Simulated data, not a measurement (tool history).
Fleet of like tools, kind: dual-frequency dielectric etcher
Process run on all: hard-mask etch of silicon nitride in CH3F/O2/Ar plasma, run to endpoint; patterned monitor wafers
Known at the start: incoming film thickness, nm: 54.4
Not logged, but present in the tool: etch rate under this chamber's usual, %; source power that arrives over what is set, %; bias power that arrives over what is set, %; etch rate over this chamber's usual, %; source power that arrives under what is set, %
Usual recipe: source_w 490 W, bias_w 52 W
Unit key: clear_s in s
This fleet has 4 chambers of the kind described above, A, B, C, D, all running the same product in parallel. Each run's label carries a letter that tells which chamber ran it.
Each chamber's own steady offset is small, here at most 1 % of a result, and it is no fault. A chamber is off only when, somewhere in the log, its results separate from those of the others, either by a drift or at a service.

run,hour,source_w,bias_w,hours since the last wet clean,hours since the last source power generator calibration,hours since the last bias power generator calibration,clear_s
1B,14.7,490,52,366.1,2400.1,2247.2,80.608
2A,24.8,490,52,274.2,1477.3,1628.3,80.937
3C,32.3,490,52,171.1,846.8,1835.5,80.483
4D,44,490,52,459.3,2215.6,1700.6,80.838
# hour 45.1: chamber D: wet clean of the chamber
5B,55.8,490,52,407.2,2441.2,2288.3,80.729
6A,67.8,490,52,317.2,1520.3,1671.3,80.275
7C,74.8,490,52,213.6,889.3,1878,80.365
8D,83.3,490,52,38.2,2254.9,1739.9,80.618
9A,93.4,490,52,342.8,1545.9,1696.9,80.124
10C,105.1,490,56,243.9,919.6,1908.3,77.952
11B,116.7,490,56,468.1,2502.1,2349.2,79.394
# hour 117.1: chamber D: bias power generator calibrated
12D,125.2,490,56,80.1,2296.8,8.1,79.182
# hour 132: chamber B: source power generator calibrated
13A,135.4,490,56,384.8,1587.9,1738.9,79.483
14D,148.9,410,63,103.8,2320.5,31.8,82.1
15B,164.3,410,63,515.7,32.4,2396.8,81.975
# hour 173.8: chamber C: wet clean of the chamber
16C,174.8,410,63,1,989.3,1978,80.731
17A,188.3,410,63,437.7,1640.8,1791.8,83.108
18B,195.6,490,52,547,63.7,2428.1,81.235
19C,206.9,490,52,33.1,1021.4,2010.1,80.438
20D,214.1,490,52,169,2385.7,97,80.548
# hour 222.8: chamber B: wet clean of the chamber
21A,227.6,490,52,477,1680.1,1831.1,82.234
22D,242.6,490,52,197.5,2414.2,125.5,80.86
23C,252.6,490,52,78.8,1067.1,2055.8,80.12
24B,267.3,490,52,44.6,135.4,2499.8,80.326
25A,278.4,490,52,527.8,1730.9,1881.9,83.354
26D,286.4,490,52,241.3,2458,169.3,80.511
27C,300,490,52,126.2,1114.5,2103.2,80.2
28B,307.4,370,48,84.7,175.5,2539.9,92.502
29B,321.1,370,48,98.4,189.2,2553.6,92.849
30A,336.6,370,48,586,1789.1,1940.1,96.114
31D,347.7,370,48,302.6,2519.3,230.6,92.995
32C,358.9,490,52,185.1,1173.4,2162.1,80.631
33A,367.1,490,52,616.5,1819.6,1970.6,84.237

Is one chamber out of step, is the gauge drifting, or do the chambers differ by no more than their own small offsets? For an off chamber, give its letter and the likeliest cause.

One chamber, A, drifts off from the rest bit by bit.
Cause: etch rate under this chamber's usual, % = 4.48.

Chamber A could run next with any of the 4 candidate recipes listed below; each alters the usual settings, and their results appear as question marks. Which one brings its results back in line with what the other chambers deliver on the usual settings?
In line here means within this much of the mean the other chambers give on the usual settings: clear_s 1.3 s
34A-1,378.3,510,52,,,,?
34A-2,378.3,490,45,,,,?
34A-3,378.3,540,52,,,,?
34A-4,378.3,480,51,,,,?

The other chambers' mean on the usual settings: clear_s 80.678 s
run,clear_s
34A-1,82.761
34A-2,87.851
34A-3,80.904
34A-4,85.287
34A-3 is the one that brings the chamber's results back in line with the other chambers.
